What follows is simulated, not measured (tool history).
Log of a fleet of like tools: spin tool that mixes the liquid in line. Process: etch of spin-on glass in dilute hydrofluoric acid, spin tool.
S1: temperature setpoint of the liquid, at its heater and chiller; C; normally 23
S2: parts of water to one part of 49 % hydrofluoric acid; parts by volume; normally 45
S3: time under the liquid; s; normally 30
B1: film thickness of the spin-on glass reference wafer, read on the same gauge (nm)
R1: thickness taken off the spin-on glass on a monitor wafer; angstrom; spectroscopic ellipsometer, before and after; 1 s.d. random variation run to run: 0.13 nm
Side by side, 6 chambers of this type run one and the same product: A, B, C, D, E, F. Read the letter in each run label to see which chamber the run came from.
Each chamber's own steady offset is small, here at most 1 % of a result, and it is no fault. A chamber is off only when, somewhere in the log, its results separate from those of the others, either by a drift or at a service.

run 1D hour=5.6 | S1=23 S2=45 S3=30 | B1=89.991 | R1=262.25
run 2E hour=11.4 | S1=23 S2=45 S3=30 | B1=89.993 | R1=260.87
run 3C hour=15.5 | S1=23 S2=45 S3=30 | B1=89.993 | R1=259.85
run 4A hour=19.9 | S1=23 S2=45 S3=30 | B1=89.993 | R1=258.66
run 5B hour=23 | S1=24.5 S2=45 S3=30 | B1=89.998 | R1=275.61
run 6F hour=26.2 | S1=24.5 S2=45 S3=30 | B1=89.971 | R1=276.2
run 7B hour=29.6 | S1=24.5 S2=45 S3=30 | B1=89.978 | R1=276.17
run 8A hour=32.6 | S1=24.5 S2=45 S3=30 | B1=90.006 | R1=278.75
run 9D hour=36.7 | S1=24.5 S2=45 S3=30 | B1=89.991 | R1=278.78
run 10E hour=40.3 | S1=24.5 S2=45 S3=30 | B1=90.007 | R1=277.28
run 11C hour=45.1 | S1=23 S2=45 S3=30 | B1=90.008 | R1=258.11
run 12F hour=50 | S1=23 S2=45 S3=30 | B1=90.027 | R1=259.16
run 13C hour=54.8 | S1=23 S2=45 S3=30 | B1=89.986 | R1=262
run 14A hour=58 | S1=23 S2=45 S3=30 | B1=89.996 | R1=259.8
run 15B hour=61.7 | S1=23 S2=55 S3=30 | B1=89.998 | R1=208.61
run 16D hour=64.6 | S1=23 S2=55 S3=30 | B1=89.99 | R1=210.82
run 17E hour=68.1 | S1=23 S2=55 S3=30 | B1=90.02 | R1=209.19
run 18F hour=71.5 | S1=23 S2=55 S3=30 | B1=90.017 | R1=210.56
run 19C hour=76.4 | S1=23 S2=55 S3=30 | B1=90.005 | R1=211.08
run 20A hour=79.4 | S1=23 S2=55 S3=30 | B1=89.974 | R1=209.08
run 21D hour=84.7 | S1=19.5 S2=45 S3=50 | B1=89.992 | R1=379.47
run 22E hour=89.8 | S1=19.5 S2=45 S3=50 | B1=89.99 | R1=370.6
run 23F hour=93.6 | S1=19.5 S2=45 S3=50 | B1=90.005 | R1=374.28
run 24B hour=98.1 | S1=19.5 S2=45 S3=50 | B1=89.989 | R1=369.11
run 25E hour=101.1 | S1=19.5 S2=45 S3=50 | B1=90.007 | R1=371.59
run 26A hour=105.2 | S1=19.5 S2=45 S3=50 | B1=89.983 | R1=371.56
run 27B hour=111 | S1=23 S2=45 S3=30 | B1=89.995 | R1=258
run 28F hour=115.4 | S1=23 S2=45 S3=30 | B1=90 | R1=259.88
run 29C hour=120.1 | S1=23 S2=55 S3=30 | B1=89.999 | R1=210.39
run 30D hour=125.8 | S1=23 S2=55 S3=30 | B1=90.006 | R1=215.15
run 31E hour=131 | S1=23 S2=55 S3=30 | B1=90.006 | R1=210.66
run 32C hour=134 | S1=23 S2=55 S3=30 | B1=89.997 | R1=209.39
run 33A hour=138 | S1=23 S2=55 S3=30 | B1=90.001 | R1=209.88
run 34D hour=141.3 | S1=23 S2=55 S3=30 | B1=89.979 | R1=216.12
run 35F hour=144 | S1=23 S2=45 S3=30 | B1=89.995 | R1=261.51
run 36B hour=149 | S1=23 S2=45 S3=30 | B1=89.995 | R1=258.93
run 37F hour=154.9 | S1=23 S2=45 S3=30 | B1=90.005 | R1=259.3
run 38E hour=159.5 | S1=23 S2=45 S3=30 | B1=89.998 | R1=260.96

Is one chamber off against the others, does the gauge drift, or is nothing wrong? If a chamber is off, say which, and what the likeliest cause is.

Little by little, chamber D moves away from the other chambers.
What lies behind it: hydrofluoric acid flow above the setpoint (%) = 4.05.
The log may not tell that from: liquid hotter than its thermometer reads (K).

Here are 4 candidates for chamber D's next run, each the usual settings with a change, their results left as question marks. Which one brings its results back in line with what the others give on the usual settings?
Maximum distance from the other chambers' mean on the usual settings for a result to count as in line: R1 4.7 angstrom
run 39D-1 hour=163.7 | S1=22 S2=45 S3=30 | R1=?
run 39D-2 hour=163.7 | S1=25 S2=45 S3=30 | R1=?
run 39D-3 hour=163.7 | S1=24 S2=45 S3=30 | R1=?
run 39D-4 hour=163.7 | S1=21 S2=45 S3=30 | R1=?

Other chambers, usual settings, mean: R1 259.19 angstrom
run=39D-1 R1=261.2
run=39D-2 R1=296.23
run=39D-3 R1=284.16
run=39D-4 R1=250.3
Change 39D-1 lands the chamber within the allowed miss of the other chambers.

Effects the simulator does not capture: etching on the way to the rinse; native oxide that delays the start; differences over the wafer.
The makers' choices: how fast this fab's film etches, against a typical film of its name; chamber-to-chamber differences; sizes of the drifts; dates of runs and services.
